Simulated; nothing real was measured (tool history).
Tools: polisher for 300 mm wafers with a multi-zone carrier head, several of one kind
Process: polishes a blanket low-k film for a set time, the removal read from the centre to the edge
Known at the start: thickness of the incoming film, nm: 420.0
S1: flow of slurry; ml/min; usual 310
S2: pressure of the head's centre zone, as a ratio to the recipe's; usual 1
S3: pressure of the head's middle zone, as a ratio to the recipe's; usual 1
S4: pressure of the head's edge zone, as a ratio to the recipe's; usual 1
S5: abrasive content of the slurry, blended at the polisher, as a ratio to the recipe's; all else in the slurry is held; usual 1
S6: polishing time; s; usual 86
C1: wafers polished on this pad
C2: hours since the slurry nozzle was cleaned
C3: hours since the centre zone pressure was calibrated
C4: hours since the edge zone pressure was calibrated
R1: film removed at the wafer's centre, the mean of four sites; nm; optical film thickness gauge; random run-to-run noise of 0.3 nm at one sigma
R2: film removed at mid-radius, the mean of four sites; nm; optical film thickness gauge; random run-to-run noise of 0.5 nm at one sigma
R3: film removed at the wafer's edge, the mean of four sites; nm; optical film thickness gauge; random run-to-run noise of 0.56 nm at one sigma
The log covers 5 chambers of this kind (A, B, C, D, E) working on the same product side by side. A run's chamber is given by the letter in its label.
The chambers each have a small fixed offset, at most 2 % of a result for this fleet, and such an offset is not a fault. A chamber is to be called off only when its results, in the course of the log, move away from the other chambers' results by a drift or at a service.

Run 1B, hour 2.6: usual settings; C1 249; C2 726.2; C3 1260.4; C4 49.6. Result: R1 48.204 nm, R2 48.592 nm, R3 48.255 nm.
Run 2A, hour 6.7: usual settings; C1 598; C2 627.3; C3 248.8; C4 193.1. Result: R1 49.073 nm, R2 47.956 nm, R3 48.019 nm.
Run 3D, hour 11.5: usual settings; C1 653; C2 308.8; C3 591; C4 557.9. Result: R1 48.329 nm, R2 48.693 nm, R3 49.07 nm.
At hour 12.8: chamber A: worn pad replaced by a new one.
At hour 13.3: chamber D: centre zone pressure recalibrated.
At hour 15: chamber C: worn pad replaced by a new one.
Run 4E, hour 17: usual settings; C1 414; C2 318.6; C3 468.8; C4 356.8. Result: R1 49.038 nm, R2 49.027 nm, R3 48.287 nm.
Run 5C, hour 21.9: usual settings; C1 52; C2 208.3; C3 481.8; C4 1357.8. Result: R1 49.135 nm, R2 49.759 nm, R3 49.549 nm.
Run 6A, hour 27.4: usual settings; C1 110; C2 648; C3 269.5; C4 213.8. Result: R1 48.811 nm, R2 48.193 nm, R3 47.939 nm.
At hour 32.2: chamber D: worn pad replaced by a new one.
At hour 32.2: chamber D: slurry nozzle cleaned.
Run 7B, hour 32.9: usual settings; C1 478; C2 756.5; C3 1290.7; C4 79.9. Result: R1 48.393 nm, R2 48.536 nm, R3 48.18 nm.
At hour 38.1: chamber E: worn pad replaced by a new one.
Run 8C, hour 38.5: usual settings; C1 177; C2 224.9; C3 498.4; C4 1374.4. Result: R1 49.066 nm, R2 48.797 nm, R3 47.997 nm.
Run 9E, hour 44.2: usual settings; C1 46; C2 345.8; C3 496; C4 384. Result: R1 48.73 nm, R2 48.11 nm, R3 49.557 nm.
Run 10D, hour 48.8: usual settings; C1 125; C2 16.7; C3 35.6; C4 595.2. Result: R1 48.496 nm, R2 49.015 nm, R3 48.924 nm.
At hour 50.9: chamber B: slurry nozzle cleaned.
Run 11C, hour 53.7: usual settings; C1 292; C2 240.1; C3 513.6; C4 1389.6. Result: R1 48.591 nm, R2 49.573 nm, R3 48.763 nm.
Run 12E, hour 58.8: usual settings; C1 156; C2 360.4; C3 510.6; C4 398.6. Result: R1 49.02 nm, R2 48.981 nm, R3 49.614 nm.
Run 13D, hour 63.8: usual settings but S5 1.2, S6 68 s; C1 238; C2 31.7; C3 50.6; C4 610.2. Result: R1 41.397 nm, R2 41.829 nm, R3 41.151 nm.
At hour 66.4: chamber B: centre zone pressure recalibrated.
Run 14A, hour 68.5: usual settings but S5 1.2, S6 68 s; C1 420; C2 689.1; C3 310.6; C4 254.9. Result: R1 41.647 nm, R2 40.484 nm, R3 41.486 nm.
Run 15B, hour 72.9: usual settings but S5 1.2, S6 68 s; C1 780; C2 22.1; C3 6.5; C4 119.9. Result: R1 44.907 nm, R2 41.556 nm, R3 41.678 nm.
Run 16B, hour 77.4: usual settings but S5 1.2, S6 68 s; C1 813; C2 26.6; C3 11; C4 124.4. Result: R1 44.695 nm, R2 41.6 nm, R3 42.091 nm.
Run 17E, hour 81.9: usual settings but S5 1.2, S6 68 s; C1 330; C2 383.5; C3 533.7; C4 421.7. Result: R1 42.176 nm, R2 42.509 nm, R3 41.702 nm.
Run 18C, hour 84.5: usual settings; C1 524; C2 270.9; C3 544.4; C4 1420.4. Result: R1 49.031 nm, R2 49.218 nm, R3 48.862 nm.
Run 19A, hour 88.8: usual settings; C1 573; C2 709.4; C3 330.9; C4 275.2. Result: R1 49.115 nm, R2 46.662 nm, R3 47.789 nm.
Run 20D, hour 91.6: usual settings; C1 448; C2 59.5; C3 78.4; C4 638. Result: R1 48.59 nm, R2 49.025 nm, R3 48.097 nm.
At hour 96.4: chamber A: worn pad replaced by a new one.
Run 21E, hour 97.3: usual settings; C1 447; C2 398.9; C3 549.1; C4 437.1. Result: R1 48.395 nm, R2 48.721 nm, R3 48.36 nm.
Run 22B, hour 100: usual settings; C1 984; C2 49.2; C3 33.6; C4 147. Result: R1 52.482 nm, R2 47.961 nm, R3 48.293 nm.
Run 23A, hour 105.5: usual settings; C1 68; C2 726.1; C3 347.6; C4 291.9. Result: R1 49.351 nm, R2 47.81 nm, R3 48.941 nm.
At hour 109.1: chamber B: worn pad replaced by a new one.
Run 24C, hour 109.6: usual settings; C1 714; C2 296; C3 569.5; C4 1445.5. Result: R1 49.059 nm, R2 48.869 nm, R3 48.065 nm.
Run 25D, hour 114: usual settings but S1 250 ml/min; C1 617; C2 81.9; C3 100.8; C4 660.4. Result: R1 47.328 nm, R2 47.586 nm, R3 47.017 nm.
At hour 115.8: chamber E: worn pad replaced by a new one.
Run 26A, hour 117.6: usual settings but S1 250 ml/min; C1 160; C2 738.2; C3 359.7; C4 304. Result: R1 47.758 nm, R2 46.963 nm, R3 47.854 nm.
Run 27E, hour 120.4: usual settings but S1 250 ml/min; C1 35; C2 422; C3 572.2; C4 460.2. Result: R1 47.497 nm, R2 47.455 nm, R3 47.858 nm.
At hour 124.8: chamber D: worn pad replaced by a new one.
At hour 125.4: chamber C: edge zone pressure recalibrated.
At hour 125.5: chamber C: slurry nozzle cleaned.
Run 28D, hour 125.8: usual settings but S1 250 ml/min; C1 7; C2 93.7; C3 112.6; C4 672.2. Result: R1 47.198 nm, R2 48.491 nm, R3 48.474 nm.
Run 29C, hour 129.4: usual settings but S1 250 ml/min; C1 863; C2 3.9; C3 589.3; C4 4. Result: R1 47.52 nm, R2 47.188 nm, R3 47.81 nm.
Run 30B, hour 134.4: usual settings; C1 191; C2 83.6; C3 68; C4 181.4. Result: R1 52.883 nm, R2 48.213 nm, R3 48.969 nm.
At hour 138.7: chamber E: slurry nozzle cleaned.
Run 31D, hour 138.9: usual settings but S4 0.9; C1 106; C2 106.8; C3 125.7; C4 685.3. Result: R1 48.719 nm, R2 49.573 nm, R3 46.164 nm.
Run 32B, hour 142.7: usual settings but S4 0.9; C1 253; C2 91.9; C3 76.3; C4 189.7. Result: R1 52.506 nm, R2 49.149 nm, R3 46.781 nm.
Run 33E, hour 147.5: usual settings but S4 0.9; C1 239; C2 8.9; C3 599.3; C4 487.3. Result: R1 48.964 nm, R2 47.905 nm, R3 47.651 nm.
Run 34A, hour 150.8: usual settings but S4 0.9; C1 410; C2 771.4; C3 392.9; C4 337.2. Result: R1 48.968 nm, R2 47.836 nm, R3 45.401 nm.
Run 35C, hour 153.5: usual settings but S4 0.9; C1 1045; C2 28; C3 613.4; C4 28.1. Result: R1 48.27 nm, R2 48.565 nm, R3 45.796 nm.
Run 36D, hour 156.8: usual settings; C1 241; C2 124.7; C3 143.6; C4 703.2. Result: R1 48.342 nm, R2 48.845 nm, R3 48.152 nm.
Run 37C, hour 160.1: usual settings; C1 1095; C2 34.6; C3 620; C4 34.7. Result: R1 48.849 nm, R2 49.075 nm, R3 49.135 nm.
Run 38A, hour 163.6: usual settings; C1 507; C2 784.2; C3 405.7; C4 350. Result: R1 48.799 nm, R2 48.207 nm, R3 48.579 nm.
Run 39E, hour 168: usual settings but S2 0.89; C1 394; C2 29.4; C3 619.8; C4 507.8. Result: R1 43.551 nm, R2 48.676 nm, R3 49.519 nm.
Run 40B, hour 170.7: usual settings but S2 0.89; C1 465; C2 119.9; C3 104.3; C4 217.7. Result: R1 46.233 nm, R2 48.966 nm, R3 48.785 nm.
At hour 172.3: chamber D: edge zone pressure recalibrated.
Run 41E, hour 173.1: usual settings but S2 0.89; C1 432; C2 34.5; C3 624.9; C4 512.9. Result: R1 42.726 nm, R2 49.407 nm, R3 49.195 nm.
Run 42D, hour 176.7: usual settings but S2 0.89; C1 391; C2 144.6; C3 163.5; C4 4.4. Result: R1 42.643 nm, R2 48.748 nm, R3 47.972 nm.

Next, every chamber runs the same settings. What will each give?
Run 43A, hour 180.8: usual settings. Result: R1 ?, R2 ?, R3 ?.
Run 43B, hour 180.8: usual settings. Result: R1 ?, R2 ?, R3 ?.
Run 43C, hour 180.8: usual settings. Result: R1 ?, R2 ?, R3 ?.
Run 43D, hour 180.8: usual settings. Result: R1 ?, R2 ?, R3 ?.
Run 43E, hour 180.8: usual settings. Result: R1 ?, R2 ?, R3 ?.

run      R1      R2      R3
43A  49.102  46.889  48.791
43B   52.62  49.026  49.265
43C  48.571  48.666  48.101
43D  48.214  49.172  48.975
43E  49.138  48.749  48.635
